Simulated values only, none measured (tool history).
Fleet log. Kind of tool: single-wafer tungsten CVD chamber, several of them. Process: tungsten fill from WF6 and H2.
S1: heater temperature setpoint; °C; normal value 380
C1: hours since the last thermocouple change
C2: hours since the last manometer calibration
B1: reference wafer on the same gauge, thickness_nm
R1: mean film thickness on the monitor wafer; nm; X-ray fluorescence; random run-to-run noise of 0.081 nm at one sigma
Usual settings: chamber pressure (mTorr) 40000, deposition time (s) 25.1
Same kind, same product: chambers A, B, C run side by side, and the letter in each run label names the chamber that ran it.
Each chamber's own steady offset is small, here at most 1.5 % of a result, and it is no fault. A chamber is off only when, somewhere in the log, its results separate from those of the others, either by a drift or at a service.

{"run": "1B", "hour": 4.2, "S1": 380, "chamber pressure (mTorr)": 40000, "deposition time (s)": 25.1, "C1": 2309.5, "C2": 1128.8, "B1": 49.8, "R1": 56.309}
{"run": "2C", "hour": 8.2, "S1": 380, "chamber pressure (mTorr)": 40000, "deposition time (s)": 25.1, "C1": 510.4, "C2": 1071.9, "B1": 49.748, "R1": 56.591}
{"run": "3A", "hour": 11.6, "S1": 380, "chamber pressure (mTorr)": 40000, "deposition time (s)": 25.1, "C1": 561.2, "C2": 1592.0, "B1": 49.755, "R1": 57.2}
{"run": "4C", "hour": 13.6, "S1": 380, "chamber pressure (mTorr)": 40000, "deposition time (s)": 25.1, "C1": 515.8, "C2": 1077.3, "B1": 49.717, "R1": 56.511}
{"run": "5A", "hour": 17.9, "S1": 380, "chamber pressure (mTorr)": 40000, "deposition time (s)": 25.1, "C1": 567.5, "C2": 1598.3, "B1": 49.716, "R1": 57.136}
{"run": "6B", "hour": 20.7, "S1": 380, "chamber pressure (mTorr)": 40000, "deposition time (s)": 25.1, "C1": 2326.0, "C2": 1145.3, "B1": 49.716, "R1": 56.237}
{"run": "7A", "hour": 22.7, "S1": 380, "chamber pressure (mTorr)": 40000, "deposition time (s)": 25.1, "C1": 572.3, "C2": 1603.1, "B1": 49.713, "R1": 57.246}
{"run": "8B", "hour": 25.7, "S1": 380, "chamber pressure (mTorr)": 40000, "deposition time (s)": 25.1, "C1": 2331.0, "C2": 1150.3, "B1": 49.679, "R1": 56.265}
{"run": "9C", "hour": 30.2, "S1": 380, "chamber pressure (mTorr)": 40000, "deposition time (s)": 25.1, "C1": 532.4, "C2": 1093.9, "B1": 49.674, "R1": 56.709}
{"run": "10A", "hour": 34.8, "S1": 380, "chamber pressure (mTorr)": 40000, "deposition time (s)": 25.1, "C1": 584.4, "C2": 1615.2, "B1": 49.655, "R1": 57.205}
{"run": "11B", "hour": 37.6, "S1": 380, "chamber pressure (mTorr)": 40000, "deposition time (s)": 25.1, "C1": 2342.9, "C2": 1162.2, "B1": 49.645, "R1": 56.211}
{"run": "12C", "hour": 40.1, "S1": 380, "chamber pressure (mTorr)": 40000, "deposition time (s)": 25.1, "C1": 542.3, "C2": 1103.8, "B1": 49.617, "R1": 56.534}
{"run": "13C", "hour": 43.4, "S1": 380, "chamber pressure (mTorr)": 40000, "deposition time (s)": 25.1, "C1": 545.6, "C2": 1107.1, "B1": 49.612, "R1": 56.505}
{"run": "14B", "hour": 46.0, "S1": 380, "chamber pressure (mTorr)": 40000, "deposition time (s)": 25.1, "C1": 2351.3, "C2": 1170.6, "B1": 49.61, "R1": 56.111}
{"run": "15A", "hour": 48.5, "S1": 380, "chamber pressure (mTorr)": 40000, "deposition time (s)": 25.1, "C1": 598.1, "C2": 1628.9, "B1": 49.595, "R1": 56.951}
{"run": "16B", "hour": 50.7, "S1": 380, "chamber pressure (mTorr)": 40000, "deposition time (s)": 25.1, "C1": 2356.0, "C2": 1175.3, "B1": 49.593, "R1": 56.162}
{"run": "17A", "hour": 54.4, "S1": 380, "chamber pressure (mTorr)": 40000, "deposition time (s)": 25.1, "C1": 604.0, "C2": 1634.8, "B1": 49.557, "R1": 56.97}
{"run": "18C", "hour": 57.8, "S1": 380, "chamber pressure (mTorr)": 40000, "deposition time (s)": 25.1, "C1": 560.0, "C2": 1121.5, "B1": 49.552, "R1": 56.559}
{"run": "19B", "hour": 62.1, "S1": 380, "chamber pressure (mTorr)": 40000, "deposition time (s)": 25.1, "C1": 2367.4, "C2": 1186.7, "B1": 49.542, "R1": 56.068}
{"run": "20A", "hour": 66.7, "S1": 373, "chamber pressure (mTorr)": 46000, "deposition time (s)": 25.1, "C1": 616.3, "C2": 1647.1, "B1": 49.504, "R1": 52.555}

Read the log: is a single chamber off, either drifting away or since a service, is the gauge that measures every chamber drifting, or is nothing wrong beyond small per-chamber offsets? Name any odd chamber and what most likely caused it.

Every chamber seems to shift together because the gauge that measures them all drifts; the chambers themselves are fine.
Cause: gauge reads low (%) = 0.601.

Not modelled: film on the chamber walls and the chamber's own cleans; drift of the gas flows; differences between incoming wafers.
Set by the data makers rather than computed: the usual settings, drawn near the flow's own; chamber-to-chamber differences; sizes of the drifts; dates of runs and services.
